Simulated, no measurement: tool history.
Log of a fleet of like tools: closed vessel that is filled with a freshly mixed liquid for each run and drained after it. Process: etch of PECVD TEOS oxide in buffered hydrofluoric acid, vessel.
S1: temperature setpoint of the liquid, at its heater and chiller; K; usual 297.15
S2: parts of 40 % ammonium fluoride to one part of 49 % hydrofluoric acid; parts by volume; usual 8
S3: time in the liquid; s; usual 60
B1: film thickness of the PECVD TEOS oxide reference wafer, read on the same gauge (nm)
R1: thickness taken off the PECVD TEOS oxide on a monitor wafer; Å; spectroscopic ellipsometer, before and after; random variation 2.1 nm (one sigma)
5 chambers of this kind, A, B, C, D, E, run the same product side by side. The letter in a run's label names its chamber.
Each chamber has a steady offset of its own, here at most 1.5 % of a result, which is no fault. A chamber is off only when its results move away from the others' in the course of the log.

run	day	S1	S2	S3	B1	R1
1D	0.108	297.15	8	60	130	2158.3
2A	0.225	297.15	8	60	129.99	2196.8
3E	0.35	297.15	8	60	130	2153.9
4C	0.467	297.15	8	60	129.99	2112.4
5B	0.567	297.15	8	60	129.98	2182
6A	0.729	297.15	8	60	130.01	2156.7
7C	0.862	297.15	8	60	130.02	2133.6
8D	1.067	297.15	8	60	130	2197.6
9B	1.233	292.65	8	80	129.99	2304.4
10E	1.367	292.65	8	80	129.99	2226.2
11C	1.471	292.65	8	80	130.03	2233.9
12A	1.662	292.65	8	80	130	2241.4
13E	1.867	292.65	8	80	130	2243.1
14B	2.025	297.15	8	60	129.97	2174
15D	2.233	297.15	8	60	130	2178
16C	2.329	297.15	8	60	130.02	2167.4
17D	2.433	297.15	8	60	129.98	2164.7
18A	2.571	297.15	8	60	130.03	2176.2
19E	2.746	297.15	8	60	130.01	2143.4
20B	2.892	297.15	8	60	129.99	2159.4
21A	2.996	297.15	8	40	130.01	1410
22C	3.196	297.15	8	40	130	1400.6
23D	3.308	297.15	8	40	130.01	1424.2
24E	3.512	297.15	8	40	130.02	1429.1
25B	3.629	297.15	8	40	130	1436.3
26D	3.767	297.15	8	60	129.99	2122.2
27E	3.896	297.15	8	60	129.98	2144.4
28B	4.046	301.65	8	60	130	2736
29A	4.142	301.65	8	60	130.01	2761.5
30C	4.279	301.65	8	60	129.98	2755.8
31A	4.429	301.65	8	60	130.02	2693.2
32E	4.588	301.65	8	60	130.03	2714.4
33B	4.767	297.15	8	60	130.01	2152.3
34C	4.929	297.15	8	60	129.98	2134.8
35D	5.096	293.15	8	60	130	1654.8
# day 5.117: chamber B: hydrofluoric acid flow meter replaced
36A	5.221	293.15	8	60	130.01	1751.6
37E	5.329	293.15	8	60	130.01	1729.7
38D	5.45	293.15	8	60	130.01	1618.6
39C	5.633	293.15	8	60	129.98	1716
40B	5.788	297.15	8	60	130.01	2153
41A	5.975	297.15	8	60	130.01	2155.1
42D	6.171	301.15	8	90	130	3727.4
43B	6.379	301.15	8	90	130.01	4055.7
44E	6.546	301.15	8	90	129.99	4044

Next, every chamber runs the same settings. What will each give?
45A	6.7	297.15	8	75		?
45B	6.7	297.15	8	75		?
45C	6.7	297.15	8	75		?
45D	6.7	297.15	8	75		?
45E	6.7	297.15	8	75		?

run	R1
45A	2659.7
45B	2758
45C	2662.7
45D	2482.3
45E	2647.3
